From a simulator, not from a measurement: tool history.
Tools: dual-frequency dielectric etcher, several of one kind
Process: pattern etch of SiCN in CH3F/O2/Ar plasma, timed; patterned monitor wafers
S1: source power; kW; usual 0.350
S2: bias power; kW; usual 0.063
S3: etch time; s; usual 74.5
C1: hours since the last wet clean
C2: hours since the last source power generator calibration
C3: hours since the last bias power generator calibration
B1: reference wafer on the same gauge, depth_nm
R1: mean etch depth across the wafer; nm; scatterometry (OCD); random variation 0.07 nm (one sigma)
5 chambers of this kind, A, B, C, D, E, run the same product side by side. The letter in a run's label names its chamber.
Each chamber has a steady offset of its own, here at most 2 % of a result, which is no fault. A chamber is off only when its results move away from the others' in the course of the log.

| run | hour | S1 | S2 | S3 | C1 | C2 | C3 | B1 | R1 |
|---|---|---|---|---|---|---|---|---|---|
| 1C | 12.3 | 0.350 | 0.063 | 74.5 | 268.8 | 1637.5 | 408.4 | 20.505 | 24.898 |
|  | 14.2 | chamber D: source power generator calibrated |
| 2D | 23.1 | 0.350 | 0.063 | 74.5 | 447.9 | 9.0 | 807.7 | 20.499 | 25.542 |
|  | 28.2 | chamber D: wet clean of the chamber |
| 3E | 32.3 | 0.350 | 0.063 | 74.5 | 610.6 | 1582.9 | 1961.7 | 20.502 | 25.658 |
| 4B | 40.2 | 0.350 | 0.063 | 74.5 | 173.1 | 606.7 | 3414.4 | 20.481 | 25.258 |
| 5A | 48.0 | 0.350 | 0.063 | 74.5 | 295.1 | 654.9 | 679.7 | 20.487 | 25.451 |
| 6D | 59.8 | 0.350 | 0.063 | 74.5 | 31.6 | 45.7 | 844.4 | 20.495 | 25.489 |
| 7B | 68.7 | 0.350 | 0.063 | 74.5 | 201.6 | 635.2 | 3442.9 | 20.505 | 25.397 |
|  | 72.2 | chamber E: wet clean of the chamber |
|  | 79.5 | chamber C: wet clean of the chamber |
| 8E | 83.2 | 0.350 | 0.063 | 74.5 | 11.0 | 1633.8 | 2012.6 | 20.505 | 25.645 |
| 9A | 91.4 | 0.350 | 0.063 | 74.5 | 338.5 | 698.3 | 723.1 | 20.498 | 25.387 |
| 10C | 107.9 | 0.350 | 0.063 | 74.5 | 28.5 | 1733.1 | 504.0 | 20.507 | 24.884 |
| 11B | 120.9 | 0.350 | 0.063 | 74.5 | 253.8 | 687.4 | 3495.1 | 20.503 | 25.314 |
| 12A | 137.4 | 0.350 | 0.063 | 74.5 | 384.5 | 744.3 | 769.1 | 20.516 | 25.525 |
| 13C | 150.0 | 0.350 | 0.063 | 74.5 | 70.6 | 1775.2 | 546.1 | 20.501 | 25.048 |
| 14E | 158.6 | 0.350 | 0.063 | 74.5 | 86.4 | 1709.2 | 2088.0 | 20.511 | 25.550 |
| 15D | 170.4 | 0.350 | 0.063 | 74.5 | 142.2 | 156.3 | 955.0 | 20.488 | 25.557 |
| 16E | 183.8 | 0.350 | 0.063 | 74.5 | 111.6 | 1734.4 | 2113.2 | 20.489 | 25.682 |
| 17A | 195.6 | 0.350 | 0.063 | 74.5 | 442.7 | 802.5 | 827.3 | 20.496 | 25.589 |
|  | 208.5 | chamber B: wet clean of the chamber |
| 18B | 211.9 | 0.350 | 0.063 | 74.5 | 3.5 | 778.4 | 3586.1 | 20.498 | 25.230 |
| 19D | 227.3 | 0.350 | 0.053 | 74.5 | 199.1 | 213.2 | 1011.9 | 20.512 | 24.050 |
| 20C | 239.5 | 0.350 | 0.053 | 74.5 | 160.1 | 1864.7 | 635.6 | 20.519 | 23.533 |
| 21A | 254.8 | 0.350 | 0.053 | 74.5 | 501.9 | 861.7 | 886.5 | 20.500 | 24.231 |
| 22C | 263.9 | 0.350 | 0.053 | 74.5 | 184.5 | 1889.1 | 660.0 | 20.504 | 23.614 |
| 23B | 277.6 | 0.350 | 0.053 | 74.5 | 69.2 | 844.1 | 3651.8 | 20.496 | 23.805 |
| 24E | 291.2 | 0.350 | 0.063 | 74.5 | 219.0 | 1841.8 | 2220.6 | 20.508 | 25.546 |
| 25D | 306.1 | 0.350 | 0.063 | 74.5 | 277.9 | 292.0 | 1090.7 | 20.511 | 25.489 |
| 26C | 318.5 | 0.350 | 0.063 | 74.5 | 239.1 | 1943.7 | 714.6 | 20.497 | 24.961 |
| 27B | 327.7 | 0.350 | 0.063 | 74.5 | 119.3 | 894.2 | 3701.9 | 20.508 | 25.245 |
| 28E | 340.6 | 0.350 | 0.063 | 74.5 | 268.4 | 1891.2 | 2270.0 | 20.503 | 25.531 |
| 29A | 355.6 | 0.350 | 0.063 | 74.5 | 602.7 | 962.5 | 987.3 | 20.519 | 26.002 |
| 30D | 368.7 | 0.350 | 0.063 | 74.5 | 340.5 | 354.6 | 1153.3 | 20.489 | 25.614 |
| 31D | 376.6 | 0.350 | 0.063 | 74.5 | 348.4 | 362.5 | 1161.2 | 20.488 | 25.551 |
| 32E | 392.3 | 0.350 | 0.063 | 74.5 | 320.1 | 1942.9 | 2321.7 | 20.490 | 25.619 |
| 33B | 405.2 | 0.350 | 0.063 | 74.5 | 196.8 | 971.7 | 3779.4 | 20.508 | 25.227 |
| 34C | 418.4 | 0.350 | 0.063 | 74.5 | 339.0 | 2043.6 | 814.5 | 20.504 | 24.937 |
|  | 425.9 | chamber C: wet clean of the chamber |
| 35A | 432.4 | 0.350 | 0.063 | 74.5 | 679.5 | 1039.3 | 1064.1 | 20.503 | 26.102 |
|  | 434.0 | chamber D: wet clean of the chamber |
| 36C | 441.3 | 0.350 | 0.063 | 74.5 | 15.5 | 2066.5 | 837.4 | 20.503 | 24.952 |
| 37A | 455.8 | 0.350 | 0.063 | 74.5 | 702.9 | 1062.7 | 1087.5 | 20.504 | 26.226 |
| 38D | 465.9 | 0.350 | 0.063 | 74.5 | 31.9 | 451.8 | 1250.5 | 20.498 | 25.553 |
| 39E | 477.8 | 0.350 | 0.063 | 74.5 | 405.6 | 2028.4 | 2407.2 | 20.501 | 25.548 |
| 40B | 491.1 | 0.350 | 0.063 | 74.5 | 282.7 | 1057.6 | 3865.3 | 20.501 | 25.379 |
| 41A | 501.4 | 0.350 | 0.063 | 74.5 | 748.5 | 1108.3 | 1133.1 | 20.492 | 26.341 |
| 42C | 510.7 | 0.350 | 0.071 | 63.0 | 84.9 | 2135.9 | 906.8 | 20.499 | 22.014 |

All 5 chambers run these settings next. Forecast each chamber's results:
| 43A | 522.5 | 0.350 | 0.056 | 74.5 |  |  |  |  | ? |
| 43B | 522.5 | 0.350 | 0.056 | 74.5 |  |  |  |  | ? |
| 43C | 522.5 | 0.350 | 0.056 | 74.5 |  |  |  |  | ? |
| 43D | 522.5 | 0.350 | 0.056 | 74.5 |  |  |  |  | ? |
| 43E | 522.5 | 0.350 | 0.056 | 74.5 |  |  |  |  | ? |

| run | R1 |
|---|---|
| 43A | 25.335 |
| 43B | 24.231 |
| 43C | 24.040 |
| 43D | 24.473 |
| 43E | 24.669 |
